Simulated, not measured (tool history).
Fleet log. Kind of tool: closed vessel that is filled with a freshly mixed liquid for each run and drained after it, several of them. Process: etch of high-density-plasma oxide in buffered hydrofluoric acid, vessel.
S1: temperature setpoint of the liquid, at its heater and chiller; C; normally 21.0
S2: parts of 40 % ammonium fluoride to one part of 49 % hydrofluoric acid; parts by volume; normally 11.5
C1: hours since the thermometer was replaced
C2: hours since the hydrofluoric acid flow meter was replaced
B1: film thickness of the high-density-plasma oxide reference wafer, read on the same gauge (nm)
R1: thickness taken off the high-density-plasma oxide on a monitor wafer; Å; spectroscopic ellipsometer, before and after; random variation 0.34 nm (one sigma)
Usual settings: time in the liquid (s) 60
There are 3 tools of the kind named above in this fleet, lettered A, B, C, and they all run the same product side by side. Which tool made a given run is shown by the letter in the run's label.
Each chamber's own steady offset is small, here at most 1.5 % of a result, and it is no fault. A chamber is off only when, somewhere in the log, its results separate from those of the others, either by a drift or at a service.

run 1A hour=6.4 | S1=21.0 S2=11.5 time_in_the_liquid_(s)=60 | C1=945.0 C2=195.8 | B1=130.04 | R1=665.33
run 2C hour=11.3 | S1=21.0 S2=11.5 time_in_the_liquid_(s)=60 | C1=247.2 C2=1314.2 | B1=129.99 | R1=658.28
-- hour=13.4 chamber A: thermometer replaced
run 3B hour=17.6 | S1=21.0 S2=11.5 time_in_the_liquid_(s)=60 | C1=777.1 C2=148.5 | B1=129.97 | R1=654.18
run 4C hour=27.0 | S1=21.0 S2=11.5 time_in_the_liquid_(s)=60 | C1=262.9 C2=1329.9 | B1=130.04 | R1=654.46
run 5B hour=37.3 | S1=21.0 S2=11.5 time_in_the_liquid_(s)=60 | C1=796.8 C2=168.2 | B1=130.00 | R1=652.35
run 6A hour=44.9 | S1=21.0 S2=11.5 time_in_the_liquid_(s)=60 | C1=31.6 C2=234.3 | B1=130.02 | R1=661.32
run 7A hour=51.3 | S1=17.5 S2=11.5 time_in_the_liquid_(s)=60 | C1=38.0 C2=240.7 | B1=129.99 | R1=540.22
run 8B hour=58.7 | S1=17.5 S2=11.5 time_in_the_liquid_(s)=60 | C1=818.2 C2=189.6 | B1=129.95 | R1=536.44
run 9C hour=65.2 | S1=17.5 S2=11.5 time_in_the_liquid_(s)=60 | C1=301.1 C2=1368.1 | B1=130.01 | R1=540.54
run 10B hour=72.7 | S1=21.0 S2=11.5 time_in_the_liquid_(s)=60 | C1=832.2 C2=203.6 | B1=130.01 | R1=654.74
run 11C hour=78.1 | S1=21.0 S2=11.5 time_in_the_liquid_(s)=60 | C1=314.0 C2=1381.0 | B1=130.04 | R1=659.27
run 12A hour=87.2 | S1=21.0 S2=11.5 time_in_the_liquid_(s)=60 | C1=73.9 C2=276.6 | B1=129.95 | R1=661.37
run 13C hour=93.3 | S1=21.0 S2=11.5 time_in_the_liquid_(s)=60 | C1=329.2 C2=1396.2 | B1=130.01 | R1=658.06
run 14A hour=100.3 | S1=21.0 S2=11.5 time_in_the_liquid_(s)=60 | C1=87.0 C2=289.7 | B1=129.98 | R1=662.00
run 15B hour=105.1 | S1=21.0 S2=11.5 time_in_the_liquid_(s)=60 | C1=864.6 C2=236.0 | B1=130.02 | R1=652.58
run 16A hour=112.0 | S1=21.0 S2=11.5 time_in_the_liquid_(s)=60 | C1=98.7 C2=301.4 | B1=130.02 | R1=654.60
run 17B hour=122.4 | S1=21.0 S2=11.5 time_in_the_liquid_(s)=60 | C1=881.9 C2=253.3 | B1=130.02 | R1=655.26
run 18C hour=131.1 | S1=21.0 S2=11.5 time_in_the_liquid_(s)=60 | C1=367.0 C2=1434.0 | B1=130.03 | R1=655.01
run 19C hour=141.4 | S1=21.0 S2=11.5 time_in_the_liquid_(s)=60 | C1=377.3 C2=1444.3 | B1=129.95 | R1=658.26
run 20A hour=150.7 | S1=21.0 S2=11.5 time_in_the_liquid_(s)=60 | C1=137.4 C2=340.1 | B1=130.00 | R1=663.56
run 21B hour=156.6 | S1=21.0 S2=11.5 time_in_the_liquid_(s)=60 | C1=916.1 C2=287.5 | B1=129.99 | R1=647.26
run 22C hour=166.3 | S1=21.0 S2=11.5 time_in_the_liquid_(s)=60 | C1=402.2 C2=1469.2 | B1=129.99 | R1=653.39
run 23B hour=176.8 | S1=21.0 S2=11.5 time_in_the_liquid_(s)=60 | C1=936.3 C2=307.7 | B1=130.01 | R1=654.03
run 24A hour=183.2 | S1=21.0 S2=11.5 time_in_the_liquid_(s)=60 | C1=169.9 C2=372.6 | B1=129.98 | R1=662.58
run 25A hour=188.6 | S1=21.0 S2=11.5 time_in_the_liquid_(s)=60 | C1=175.3 C2=378.0 | B1=129.97 | R1=657.08
run 26B hour=198.8 | S1=21.0 S2=11.5 time_in_the_liquid_(s)=60 | C1=958.3 C2=329.7 | B1=129.99 | R1=652.39
run 27C hour=208.3 | S1=17.5 S2=16.0 time_in_the_liquid_(s)=60 | C1=444.2 C2=1511.2 | B1=129.99 | R1=390.09
run 28C hour=214.0 | S1=17.5 S2=16.0 time_in_the_liquid_(s)=60 | C1=449.9 C2=1516.9 | B1=130.02 | R1=386.47
run 29B hour=222.9 | S1=17.5 S2=16.0 time_in_the_liquid_(s)=60 | C1=982.4 C2=353.8 | B1=130.03 | R1=387.66
run 30A hour=230.4 | S1=21.0 S2=11.5 time_in_the_liquid_(s)=50 | C1=217.1 C2=419.8 | B1=130.00 | R1=550.02
run 31A hour=235.8 | S1=21.0 S2=11.5 time_in_the_liquid_(s)=50 | C1=222.5 C2=425.2 | B1=130.00 | R1=553.85

Each of the 3 chambers runs these same settings next. Fill in every chamber's results:
run 32A hour=243.4 | S1=21.0 S2=11.5 time_in_the_liquid_(s)=60 | R1=?
run 32B hour=243.4 | S1=21.0 S2=11.5 time_in_the_liquid_(s)=60 | R1=?
run 32C hour=243.4 | S1=21.0 S2=11.5 time_in_the_liquid_(s)=60 | R1=?

run=32A R1=654.41
run=32B R1=657.59
run=32C R1=660.12

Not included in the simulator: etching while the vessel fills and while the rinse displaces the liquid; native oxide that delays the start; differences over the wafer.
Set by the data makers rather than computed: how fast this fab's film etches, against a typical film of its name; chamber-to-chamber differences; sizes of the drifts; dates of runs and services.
